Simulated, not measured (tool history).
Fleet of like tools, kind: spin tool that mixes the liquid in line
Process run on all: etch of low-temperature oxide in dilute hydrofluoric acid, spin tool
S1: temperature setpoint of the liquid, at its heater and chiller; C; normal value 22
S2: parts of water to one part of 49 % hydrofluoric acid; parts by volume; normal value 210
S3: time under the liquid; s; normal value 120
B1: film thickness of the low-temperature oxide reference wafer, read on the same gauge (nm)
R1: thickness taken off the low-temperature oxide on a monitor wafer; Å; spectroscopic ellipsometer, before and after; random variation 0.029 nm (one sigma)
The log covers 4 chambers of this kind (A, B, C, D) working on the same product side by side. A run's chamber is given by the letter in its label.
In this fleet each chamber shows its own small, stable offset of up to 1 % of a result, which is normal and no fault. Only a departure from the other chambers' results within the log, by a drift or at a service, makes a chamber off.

run	hour	S1	S2	S3	B1	R1
1B	7.4	22	210	120	80.004	67.923
# hour 16.6: chamber C: thermometer replaced
2C	16.6	22	210	120	79.943	67.845
3A	25.3	22	210	120	80.008	67.758
4D	33.7	22	210	120	79.983	68.009
5D	40.9	22	210	120	80.047	68.429
6C	48.8	22	115	120	79.983	137.68
7A	54.3	22	115	120	80.004	134.82
8B	65.6	22	115	120	79.959	137
9A	74.1	22	115	120	79.977	135.75
# hour 75.3: chamber D: thermometer replaced
10B	82.2	22	285	120	80.002	46.991
11D	88.1	22	285	120	80.035	46.69
12C	96.9	22	285	120	79.961	46.124
13C	106.2	22	285	120	79.978	46.17
14D	111.2	22	210	120	79.938	68.254
15A	121	22	210	120	80.049	67.51
16B	127.6	22	210	120	79.96	67.97
17C	136.6	22	210	120	80	67.479
18D	142.1	22	210	120	79.933	68.082
19A	152.3	22	210	120	80.027	67.709
20B	159.6	22	210	120	80.019	69.019
21C	165.8	22	210	120	79.999	67.75
22D	177.1	22	210	120	79.989	67.902
23B	186.6	22	210	120	80.015	67.983
24A	196.7	22	210	120	80.024	67.745
# hour 202.5: chamber B: hydrofluoric acid flow meter replaced
25B	207.7	22	210	120	79.972	68.416
26C	213.1	22	210	120	79.999	67.997

Has any chamber moved away from the others, gradually or after a service, or does the common gauge drift, or do the chambers differ only by their own small steady offsets? State the chamber and the most likely cause if one applies.

All chambers stay in line apart from their small fixed offsets, and the gauge does not drift.
